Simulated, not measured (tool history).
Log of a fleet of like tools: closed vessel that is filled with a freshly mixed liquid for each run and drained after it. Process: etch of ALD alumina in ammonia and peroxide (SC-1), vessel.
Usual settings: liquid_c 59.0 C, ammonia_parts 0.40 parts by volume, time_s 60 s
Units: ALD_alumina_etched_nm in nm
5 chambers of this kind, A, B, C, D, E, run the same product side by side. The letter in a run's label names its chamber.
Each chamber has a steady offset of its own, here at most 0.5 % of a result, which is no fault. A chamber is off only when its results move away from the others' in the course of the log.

| run | hour | liquid_c | ammonia_parts | time_s | read-back film thickness of the ALD alumina reference wafer, read on the same gauge (nm) | ALD_alumina_etched_nm |
|---|---|---|---|---|---|---|
|  | 2.1 | chamber A: new drum of ammonia solution connected |
| 1D | 4.9 | 59.0 | 0.40 | 60 | 80.011 | 9.0705 |
| 2B | 8.4 | 59.0 | 0.40 | 60 | 80.010 | 8.9535 |
| 3C | 11.0 | 59.0 | 0.40 | 60 | 79.994 | 9.2318 |
| 4E | 15.5 | 59.0 | 0.40 | 60 | 80.015 | 9.0898 |
| 5A | 20.3 | 59.0 | 0.40 | 80 | 80.043 | 12.2130 |
| 6B | 25.0 | 59.0 | 0.40 | 80 | 79.996 | 12.0630 |
|  | 26.2 | chamber C: thermometer replaced |
| 7A | 29.7 | 59.0 | 0.40 | 80 | 80.018 | 12.2540 |
| 8C | 33.7 | 59.0 | 0.40 | 80 | 80.005 | 12.0890 |
| 9D | 38.1 | 59.0 | 0.40 | 80 | 79.984 | 11.9570 |
| 10E | 42.2 | 59.0 | 0.40 | 60 | 80.000 | 9.0364 |
| 11C | 47.3 | 65.0 | 0.40 | 60 | 79.981 | 12.2480 |
| 12B | 52.2 | 65.0 | 0.40 | 60 | 80.004 | 12.2870 |
| 13A | 55.3 | 65.0 | 0.40 | 60 | 80.011 | 12.2710 |
| 14D | 58.1 | 65.0 | 0.40 | 60 | 80.003 | 12.3290 |
| 15E | 61.0 | 65.0 | 0.40 | 60 | 80.023 | 12.1780 |
| 16B | 64.3 | 59.0 | 0.40 | 60 | 79.997 | 8.9897 |
| 17E | 68.1 | 59.0 | 0.40 | 60 | 80.014 | 9.1642 |
| 18D | 71.0 | 59.0 | 0.40 | 60 | 79.988 | 9.0584 |
| 19C | 73.6 | 59.0 | 0.40 | 60 | 79.979 | 9.0302 |
| 20A | 79.1 | 59.0 | 0.40 | 60 | 79.987 | 9.1014 |
| 21B | 82.9 | 49.5 | 0.40 | 95 | 79.995 | 8.4632 |
| 22A | 85.5 | 49.5 | 0.40 | 95 | 79.975 | 8.6404 |
|  | 88.7 | chamber A: ammonia flow meter replaced |
| 23E | 90.9 | 49.5 | 0.40 | 95 | 79.973 | 8.7900 |
| 24D | 96.7 | 49.5 | 0.40 | 95 | 79.974 | 8.5949 |
| 25C | 99.3 | 49.5 | 0.40 | 95 | 80.007 | 8.7576 |
| 26A | 104.3 | 59.0 | 0.40 | 60 | 80.008 | 9.1404 |
| 27E | 109.3 | 59.0 | 0.55 | 60 | 79.960 | 9.4473 |
| 28D | 113.0 | 59.0 | 0.55 | 60 | 79.988 | 9.3444 |
| 29C | 116.3 | 59.0 | 0.55 | 60 | 80.001 | 9.2761 |
| 30B | 120.3 | 59.0 | 0.55 | 60 | 80.018 | 9.2778 |

Next, every chamber runs the same settings. What will each give?
| 31A | 124.6 | 59.0 | 0.40 | 70 |  | ? |
| 31B | 124.6 | 59.0 | 0.40 | 70 |  | ? |
| 31C | 124.6 | 59.0 | 0.40 | 70 |  | ? |
| 31D | 124.6 | 59.0 | 0.40 | 70 |  | ? |
| 31E | 124.6 | 59.0 | 0.40 | 70 |  | ? |

| run | ALD_alumina_etched_nm |
|---|---|
| 31A | 10.5990 |
| 31B | 10.5980 |
| 31C | 10.5970 |
| 31D | 10.6500 |
| 31E | 10.6220 |
